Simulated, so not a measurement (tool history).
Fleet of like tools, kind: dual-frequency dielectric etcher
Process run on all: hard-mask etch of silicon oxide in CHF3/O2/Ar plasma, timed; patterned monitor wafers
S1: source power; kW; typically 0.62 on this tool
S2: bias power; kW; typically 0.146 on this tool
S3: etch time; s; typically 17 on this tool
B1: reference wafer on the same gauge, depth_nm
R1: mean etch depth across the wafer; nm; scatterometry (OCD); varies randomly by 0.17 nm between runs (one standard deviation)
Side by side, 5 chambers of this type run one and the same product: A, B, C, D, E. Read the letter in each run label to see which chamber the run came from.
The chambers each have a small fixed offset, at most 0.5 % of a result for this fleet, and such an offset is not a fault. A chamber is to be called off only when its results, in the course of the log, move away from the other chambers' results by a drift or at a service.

run   hour    S1     S2  S3      B1      R1
 1E    5.8  0.62  0.146  17  29.042  31.605
 2B    8.7  0.62  0.146  17   29.11  32.004
 3D   13.6  0.62  0.146  17  29.091  32.073
 4C   17.9  0.62  0.146  17  29.083   32.04
 5A   21.3  0.62  0.146  17  29.113  31.863
 6E   25.1  0.62  0.146  17  29.077  32.006
 7C   29.5  0.62  0.169  17  29.102  33.179
 8A   35.3  0.62  0.169  17  29.111  33.727
 9B   40.1  0.62  0.169  17  29.117  33.822
10D   42.8  0.62  0.169  17  29.077  33.518
11B   46.2  0.62  0.169  17  29.071  33.847
12D   50.6  0.62  0.146  17  29.094  31.866
13E   53.3  0.62  0.146  17  29.107  31.749
14A   57.4  0.49   0.17  17  29.072  30.675
15C   60.9  0.49   0.17  17  29.156  30.721
16A   66.1  0.49   0.17  17  29.129  30.623
17B   70.4  0.49   0.17  17  29.138  30.845
18C   73.1  0.49   0.17  17  29.107  30.601
19E     77  0.62  0.146  17  29.122  31.793
20D   82.6  0.62  0.146  17  29.147  31.697
21B   87.2  0.62  0.146  17  29.116  32.397
22E   92.1  0.62  0.146  17  29.133  31.873
23C     95  0.62  0.146  17  29.037  31.994
24D  100.3  0.62  0.118  17  29.084    29.8
25A    106  0.62  0.118  17   29.12  29.933
26C  111.9  0.62  0.118  17  29.106  30.188
27B  115.4  0.62  0.118  17  29.072  30.727
28A  118.3  0.62  0.118  17  29.079  30.032
29D  124.2  0.47  0.146  17  29.135  28.712
30E  128.1  0.47  0.146  17  29.107  28.532
31A  131.2  0.47  0.146  17   29.07  28.703
32E  135.3  0.47  0.146  17  29.069  28.476
33B  140.5  0.47  0.146  17  29.095    29.6
34C  144.1  0.62   0.12  17  29.092  30.125
35D  149.4  0.62   0.12  17  29.083  29.812
36A  153.4  0.62   0.12  17   29.08  30.162

Predict what each chamber gives when all 5 of them run the settings below next.
37A  157.7  0.62  0.146  22       ?
37B  157.7  0.62  0.146  22       ?
37C  157.7  0.62  0.146  22       ?
37D  157.7  0.62  0.146  22       ?
37E  157.7  0.62  0.146  22       ?

run      R1
37A  41.358
37B  42.691
37C  41.034
37D  41.572
37E  41.196

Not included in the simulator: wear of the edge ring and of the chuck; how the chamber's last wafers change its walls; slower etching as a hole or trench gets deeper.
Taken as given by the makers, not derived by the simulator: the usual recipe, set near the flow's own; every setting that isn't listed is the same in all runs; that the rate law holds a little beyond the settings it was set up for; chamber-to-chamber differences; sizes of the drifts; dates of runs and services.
